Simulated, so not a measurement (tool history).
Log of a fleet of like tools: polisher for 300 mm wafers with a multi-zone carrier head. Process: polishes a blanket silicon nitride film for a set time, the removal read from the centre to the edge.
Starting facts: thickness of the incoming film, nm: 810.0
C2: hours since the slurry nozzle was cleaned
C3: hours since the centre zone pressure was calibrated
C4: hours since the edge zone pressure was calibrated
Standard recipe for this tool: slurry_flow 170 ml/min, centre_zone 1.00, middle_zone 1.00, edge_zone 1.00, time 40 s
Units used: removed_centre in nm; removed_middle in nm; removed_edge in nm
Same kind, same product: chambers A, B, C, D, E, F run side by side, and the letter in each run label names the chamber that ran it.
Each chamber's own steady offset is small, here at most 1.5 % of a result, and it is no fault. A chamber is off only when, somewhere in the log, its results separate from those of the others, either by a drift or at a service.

{"day": 0.054, "done": "chamber A: worn pad replaced by a new one"}
{"run": "1A", "day": 0.3, "slurry_flow": 170, "centre_zone": 1.0, "middle_zone": 1.0, "edge_zone": 1.0, "time": 40, "wafers polished on this pad": 61, "C2": 553.6, "C3": 284.3, "C4": 314.4, "removed_centre": 44.884, "removed_middle": 45.006, "removed_edge": 45.11}
{"day": 0.375, "done": "chamber E: worn pad replaced by a new one"}
{"day": 0.421, "done": "chamber F: worn pad replaced by a new one"}
{"run": "2E", "day": 0.592, "slurry_flow": 170, "centre_zone": 1.0, "middle_zone": 1.0, "edge_zone": 1.0, "time": 40, "wafers polished on this pad": 53, "C2": 190.3, "C3": 641.2, "C4": 27.7, "removed_centre": 44.022, "removed_middle": 44.924, "removed_edge": 45.071}
{"day": 0.721, "done": "chamber C: worn pad replaced by a new one"}
{"run": "3C", "day": 0.779, "slurry_flow": 170, "centre_zone": 1.0, "middle_zone": 1.0, "edge_zone": 1.0, "time": 40, "wafers polished on this pad": 14, "C2": 425.7, "C3": 66.1, "C4": 337.1, "removed_centre": 44.415, "removed_middle": 44.728, "removed_edge": 44.783}
{"run": "4B", "day": 1.029, "slurry_flow": 170, "centre_zone": 1.0, "middle_zone": 1.0, "edge_zone": 1.0, "time": 40, "wafers polished on this pad": 426, "C2": 50.9, "C3": 225.6, "C4": 975.8, "removed_centre": 45.488, "removed_middle": 44.494, "removed_edge": 45.729}
{"run": "5D", "day": 1.238, "slurry_flow": 170, "centre_zone": 1.0, "middle_zone": 1.0, "edge_zone": 1.0, "time": 40, "wafers polished on this pad": 403, "C2": 204.5, "C3": 577.3, "C4": 269.0, "removed_centre": 44.025, "removed_middle": 44.491, "removed_edge": 45.054}
{"run": "6F", "day": 1.396, "slurry_flow": 170, "centre_zone": 1.0, "middle_zone": 1.0, "edge_zone": 1.0, "time": 40, "wafers polished on this pad": 240, "C2": 616.2, "C3": 89.3, "C4": 606.3, "removed_centre": 45.39, "removed_middle": 45.429, "removed_edge": 45.677}
{"run": "7A", "day": 1.575, "slurry_flow": 170, "centre_zone": 1.0, "middle_zone": 1.0, "edge_zone": 1.0, "time": 40, "wafers polished on this pad": 374, "C2": 584.2, "C3": 314.9, "C4": 345.0, "removed_centre": 45.109, "removed_middle": 44.006, "removed_edge": 46.179}
{"run": "8E", "day": 1.779, "slurry_flow": 170, "centre_zone": 1.0, "middle_zone": 1.0, "edge_zone": 1.0, "time": 40, "wafers polished on this pad": 345, "C2": 218.8, "C3": 669.7, "C4": 56.2, "removed_centre": 44.643, "removed_middle": 44.276, "removed_edge": 44.493}
{"run": "9B", "day": 1.933, "slurry_flow": 170, "centre_zone": 1.0, "middle_zone": 1.0, "edge_zone": 1.0, "time": 40, "wafers polished on this pad": 648, "C2": 72.6, "C3": 247.3, "C4": 997.5, "removed_centre": 44.948, "removed_middle": 44.502, "removed_edge": 44.641}
{"day": 2.062, "done": "chamber B: worn pad replaced by a new one"}
{"day": 2.162, "done": "chamber A: worn pad replaced by a new one"}
{"run": "10D", "day": 2.171, "slurry_flow": 170, "centre_zone": 1.0, "middle_zone": 1.0, "edge_zone": 1.0, "time": 40, "wafers polished on this pad": 633, "C2": 226.9, "C3": 599.7, "C4": 291.4, "removed_centre": 45.086, "removed_middle": 45.595, "removed_edge": 44.654}
{"run": "11C", "day": 2.388, "slurry_flow": 170, "centre_zone": 1.0, "middle_zone": 1.0, "edge_zone": 1.0, "time": 40, "wafers polished on this pad": 410, "C2": 464.3, "C3": 104.7, "C4": 375.7, "removed_centre": 44.233, "removed_middle": 44.48, "removed_edge": 44.34}
{"run": "12F", "day": 2.554, "slurry_flow": 170, "centre_zone": 1.0, "middle_zone": 1.0, "edge_zone": 1.0, "time": 40, "wafers polished on this pad": 525, "C2": 644.0, "C3": 117.1, "C4": 634.1, "removed_centre": 45.687, "removed_middle": 45.816, "removed_edge": 44.632}
{"day": 2.792, "done": "chamber C: worn pad replaced by a new one"}
{"run": "13F", "day": 2.838, "slurry_flow": 170, "centre_zone": 1.0, "middle_zone": 1.0, "edge_zone": 1.0, "time": 40, "wafers polished on this pad": 595, "C2": 650.8, "C3": 123.9, "C4": 640.9, "removed_centre": 45.346, "removed_middle": 45.391, "removed_edge": 44.022}
{"run": "14B", "day": 3.075, "slurry_flow": 170, "centre_zone": 1.0, "middle_zone": 1.0, "edge_zone": 1.0, "time": 40, "wafers polished on this pad": 249, "C2": 100.0, "C3": 274.7, "C4": 1024.9, "removed_centre": 45.293, "removed_middle": 44.015, "removed_edge": 44.457}
{"day": 3.146, "done": "chamber A: slurry nozzle cleaned"}
{"run": "15D", "day": 3.317, "slurry_flow": 170, "centre_zone": 1.0, "middle_zone": 1.0, "edge_zone": 1.0, "time": 40, "wafers polished on this pad": 915, "C2": 254.4, "C3": 627.2, "C4": 318.9, "removed_centre": 45.134, "removed_middle": 45.17, "removed_edge": 45.074}
{"run": "16E", "day": 3.575, "slurry_flow": 170, "centre_zone": 1.0, "middle_zone": 1.0, "edge_zone": 1.0, "time": 40, "wafers polished on this pad": 787, "C2": 261.9, "C3": 712.8, "C4": 99.3, "removed_centre": 44.979, "removed_middle": 44.225, "removed_edge": 44.438}
{"run": "17A", "day": 3.821, "slurry_flow": 170, "centre_zone": 1.0, "middle_zone": 1.0, "edge_zone": 1.0, "time": 40, "wafers polished on this pad": 408, "C2": 16.3, "C3": 368.8, "C4": 398.9, "removed_centre": 44.389, "removed_middle": 44.685, "removed_edge": 45.355}
{"day": 3.879, "done": "chamber D: worn pad replaced by a new one"}
{"day": 3.962, "done": "chamber D: slurry nozzle cleaned"}
{"run": "18C", "day": 4.004, "slurry_flow": 170, "centre_zone": 1.0, "middle_zone": 1.0, "edge_zone": 1.0, "time": 40, "wafers polished on this pad": 298, "C2": 503.1, "C3": 143.5, "C4": 414.5, "removed_centre": 44.968, "removed_middle": 45.36, "removed_edge": 43.971}
{"run": "19B", "day": 4.2, "slurry_flow": 170, "centre_zone": 1.0, "middle_zone": 1.0, "edge_zone": 1.0, "time": 40, "wafers polished on this pad": 526, "C2": 127.0, "C3": 301.7, "C4": 1051.9, "removed_centre": 44.652, "removed_middle": 45.086, "removed_edge": 44.571}
{"run": "20A", "day": 4.358, "slurry_flow": 170, "centre_zone": 1.0, "middle_zone": 1.0, "edge_zone": 1.0, "time": 40, "wafers polished on this pad": 540, "C2": 29.2, "C3": 381.7, "C4": 411.8, "removed_centre": 44.827, "removed_middle": 45.255, "removed_edge": 45.054}
{"day": 4.421, "done": "chamber B: worn pad replaced by a new one"}
{"day": 4.488, "done": "chamber A: edge zone pressure recalibrated"}
{"run": "21E", "day": 4.617, "slurry_flow": 110, "centre_zone": 0.92, "middle_zone": 1.0, "edge_zone": 1.0, "time": 40, "wafers polished on this pad": 1043, "C2": 286.9, "C3": 737.8, "C4": 124.3, "removed_centre": 36.393, "removed_middle": 40.77, "removed_edge": 41.862}
{"day": 4.679, "done": "chamber A: worn pad replaced by a new one"}
{"run": "22F", "day": 4.762, "slurry_flow": 110, "centre_zone": 0.92, "middle_zone": 1.0, "edge_zone": 1.0, "time": 40, "wafers polished on this pad": 1068, "C2": 697.0, "C3": 170.1, "C4": 687.1, "removed_centre": 36.807, "removed_middle": 40.892, "removed_edge": 42.953}
{"run": "23C", "day": 4.983, "slurry_flow": 110, "centre_zone": 0.92, "middle_zone": 1.0, "edge_zone": 1.0, "time": 40, "wafers polished on this pad": 539, "C2": 526.6, "C3": 167.0, "C4": 438.0, "removed_centre": 36.463, "removed_middle": 40.766, "removed_edge": 42.562}
{"run": "24D", "day": 5.125, "slurry_flow": 110, "centre_zone": 0.92, "middle_zone": 1.0, "edge_zone": 1.0, "time": 40, "wafers polished on this pad": 306, "C2": 28.0, "C3": 670.6, "C4": 362.3, "removed_centre": 37.596, "removed_middle": 41.23, "removed_edge": 43.166}
{"run": "25C", "day": 5.379, "slurry_flow": 110, "centre_zone": 0.92, "middle_zone": 1.0, "edge_zone": 1.0, "time": 40, "wafers polished on this pad": 636, "C2": 536.1, "C3": 176.5, "C4": 447.5, "removed_centre": 36.974, "removed_middle": 41.314, "removed_edge": 41.779}
{"day": 5.438, "done": "chamber C: worn pad replaced by a new one"}
{"run": "26A", "day": 5.583, "slurry_flow": 110, "centre_zone": 0.92, "middle_zone": 1.0, "edge_zone": 1.0, "time": 40, "wafers polished on this pad": 222, "C2": 58.6, "C3": 411.1, "C4": 26.4, "removed_centre": 36.808, "removed_middle": 41.467, "removed_edge": 42.988}
{"day": 5.592, "done": "chamber F: worn pad replaced by a new one"}
{"run": "27E", "day": 5.892, "slurry_flow": 170, "centre_zone": 1.0, "middle_zone": 1.0, "edge_zone": 1.0, "time": 40, "wafers polished on this pad": 1356, "C2": 317.5, "C3": 768.4, "C4": 154.9, "removed_centre": 45.909, "removed_middle": 45.019, "removed_edge": 43.989}
{"run": "28D", "day": 6.108, "slurry_flow": 170, "centre_zone": 1.0, "middle_zone": 1.0, "edge_zone": 1.0, "time": 40, "wafers polished on this pad": 548, "C2": 51.6, "C3": 694.2, "C4": 385.9, "removed_centre": 45.672, "removed_middle": 44.482, "removed_edge": 44.66}
{"day": 6.217, "done": "chamber E: worn pad replaced by a new one"}
{"run": "29F", "day": 6.392, "slurry_flow": 170, "centre_zone": 1.0, "middle_zone": 0.93, "edge_zone": 0.96, "time": 40, "wafers polished on this pad": 197, "C2": 736.1, "C3": 209.2, "C4": 726.2, "removed_centre": 45.709, "removed_middle": 42.548, "removed_edge": 44.991}
{"run": "30B", "day": 6.667, "slurry_flow": 170, "centre_zone": 1.0, "middle_zone": 0.93, "edge_zone": 0.96, "time": 40, "wafers polished on this pad": 552, "C2": 186.2, "C3": 360.9, "C4": 1111.1, "removed_centre": 44.428, "removed_middle": 42.067, "removed_edge": 43.47}
{"day": 6.721, "done": "chamber A: worn pad replaced by a new one"}
{"day": 6.792, "done": "chamber F: slurry nozzle cleaned"}
{"run": "31C", "day": 6.875, "slurry_flow": 170, "centre_zone": 1.0, "middle_zone": 0.93, "edge_zone": 0.96, "time": 40, "wafers polished on this pad": 354, "C2": 572.0, "C3": 212.4, "C4": 483.4, "removed_centre": 44.171, "removed_middle": 41.62, "removed_edge": 43.888}
{"run": "32E", "day": 7.071, "slurry_flow": 170, "centre_zone": 1.0, "middle_zone": 0.93, "edge_zone": 0.96, "time": 40, "wafers polished on this pad": 210, "C2": 345.8, "C3": 796.7, "C4": 183.2, "removed_centre": 46.208, "removed_middle": 41.593, "removed_edge": 43.83}
{"run": "33A", "day": 7.35, "slurry_flow": 170, "centre_zone": 1.0, "middle_zone": 0.93, "edge_zone": 0.96, "time": 40, "wafers polished on this pad": 154, "C2": 101.0, "C3": 453.5, "C4": 68.8, "removed_centre": 44.661, "removed_middle": 41.124, "removed_edge": 44.34}
{"day": 7.367, "done": "chamber B: worn pad replaced by a new one"}
{"run": "34F", "day": 7.558, "slurry_flow": 170, "centre_zone": 1.0, "middle_zone": 0.93, "edge_zone": 0.96, "time": 40, "wafers polished on this pad": 484, "C2": 18.4, "C3": 237.2, "C4": 754.2, "removed_centre": 44.834, "removed_middle": 42.566, "removed_edge": 45.196}
{"run": "35D", "day": 7.746, "slurry_flow": 170, "centre_zone": 1.0, "middle_zone": 1.0, "edge_zone": 1.0, "time": 40, "wafers polished on this pad": 951, "C2": 90.9, "C3": 733.5, "C4": 425.2, "removed_centre": 44.859, "removed_middle": 45.202, "removed_edge": 45.414}
{"run": "36B", "day": 8.017, "slurry_flow": 170, "centre_zone": 1.0, "middle_zone": 1.0, "edge_zone": 1.0, "time": 40, "wafers polished on this pad": 160, "C2": 218.6, "C3": 393.3, "C4": 1143.5, "removed_centre": 44.572, "removed_middle": 45.268, "removed_edge": 45.189}
{"day": 8.029, "done": "chamber D: worn pad replaced by a new one"}
{"run": "37D", "day": 8.242, "slurry_flow": 170, "centre_zone": 1.0, "middle_zone": 1.0, "edge_zone": 1.0, "time": 28, "wafers polished on this pad": 52, "C2": 102.8, "C3": 745.4, "C4": 437.1, "removed_centre": 31.873, "removed_middle": 31.881, "removed_edge": 32.139}

For the next run the whole fleet of 6 chambers uses the same settings. Give each chamber's results:
{"run": "38A", "day": 8.475, "slurry_flow": 170, "centre_zone": 1.0, "middle_zone": 1.0, "edge_zone": 1.0, "time": 40, "removed_centre": "?", "removed_middle": "?", "removed_edge": "?"}
{"run": "38B", "day": 8.475, "slurry_flow": 170, "centre_zone": 1.0, "middle_zone": 1.0, "edge_zone": 1.0, "time": 40, "removed_centre": "?", "removed_middle": "?", "removed_edge": "?"}
{"run": "38C", "day": 8.475, "slurry_flow": 170, "centre_zone": 1.0, "middle_zone": 1.0, "edge_zone": 1.0, "time": 40, "removed_centre": "?", "removed_middle": "?", "removed_edge": "?"}
{"run": "38D", "day": 8.475, "slurry_flow": 170, "centre_zone": 1.0, "middle_zone": 1.0, "edge_zone": 1.0, "time": 40, "removed_centre": "?", "removed_middle": "?", "removed_edge": "?"}
{"run": "38E", "day": 8.475, "slurry_flow": 170, "centre_zone": 1.0, "middle_zone": 1.0, "edge_zone": 1.0, "time": 40, "removed_centre": "?", "removed_middle": "?", "removed_edge": "?"}
{"run": "38F", "day": 8.475, "slurry_flow": 170, "centre_zone": 1.0, "middle_zone": 1.0, "edge_zone": 1.0, "time": 40, "removed_centre": "?", "removed_middle": "?", "removed_edge": "?"}

run=38A removed_centre=44.548 removed_middle=45.488 removed_edge=45.110
run=38B removed_centre=45.029 removed_middle=44.644 removed_edge=44.002
run=38C removed_centre=45.055 removed_middle=44.948 removed_edge=45.341
run=38D removed_centre=44.629 removed_middle=45.777 removed_edge=45.218
run=38E removed_centre=45.352 removed_middle=44.869 removed_edge=44.912
run=38F removed_centre=45.893 removed_middle=45.280 removed_edge=44.821
